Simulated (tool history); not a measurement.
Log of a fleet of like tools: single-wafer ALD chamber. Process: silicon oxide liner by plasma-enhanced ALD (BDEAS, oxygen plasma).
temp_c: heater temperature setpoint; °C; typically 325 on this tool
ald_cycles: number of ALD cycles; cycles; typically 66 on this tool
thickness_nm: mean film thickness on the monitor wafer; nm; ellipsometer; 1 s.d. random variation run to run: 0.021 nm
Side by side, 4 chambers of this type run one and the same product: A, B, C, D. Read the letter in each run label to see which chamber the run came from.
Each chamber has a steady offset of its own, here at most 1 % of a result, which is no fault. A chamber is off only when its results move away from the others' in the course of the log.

run	hour	temp_c	ald_cycles	read-back reference wafer on the same gauge, thickness_nm	thickness_nm
1C	5.9	325	66	6.5757	5.9205
2B	13.5	325	66	6.5767	5.9772
3D	21.1	325	66	6.5838	5.9014
4A	28.9	325	66	6.5764	5.9162
5B	37.1	325	66	6.5831	5.9736
6C	44.5	325	66	6.5802	5.9526
7D	51.1	325	66	6.5752	5.9042
8A	56.6	325	57	6.5786	5.1398
9B	63.1	325	57	6.5808	5.1598
10A	71	325	57	6.5803	5.1396
11D	79.7	325	57	6.5801	5.1127
# hour 86.9: chamber D: thermocouple changed; heater temperature recalibrated
12C	88.7	325	66	6.5794	5.9505
13C	95.2	314	59	6.5803	5.4015
14B	100.5	314	59	6.5759	5.4369
15D	106.4	314	59	6.5862	5.3967
16A	116.4	314	59	6.5844	5.3653
17A	121	325	66	6.5833	5.929
18B	127.9	325	66	6.5795	5.9856
19C	136.5	325	66	6.5778	5.9708
20D	145.6	325	66	6.581	5.9219
21D	152	325	66	6.5815	5.8804
22A	162	325	66	6.5805	5.9345
23B	170.1	325	76	6.5839	6.8893
24C	178.3	325	76	6.5815	6.8582
25D	188.7	325	76	6.5843	6.8097

Predict what each chamber gives when all 4 of them run the settings below next.
26A	196.2	325	55		?
26B	196.2	325	55		?
26C	196.2	325	55		?
26D	196.2	325	55		?

run	thickness_nm
26A	4.9615
26B	4.9989
26C	4.9678
26D	4.9246
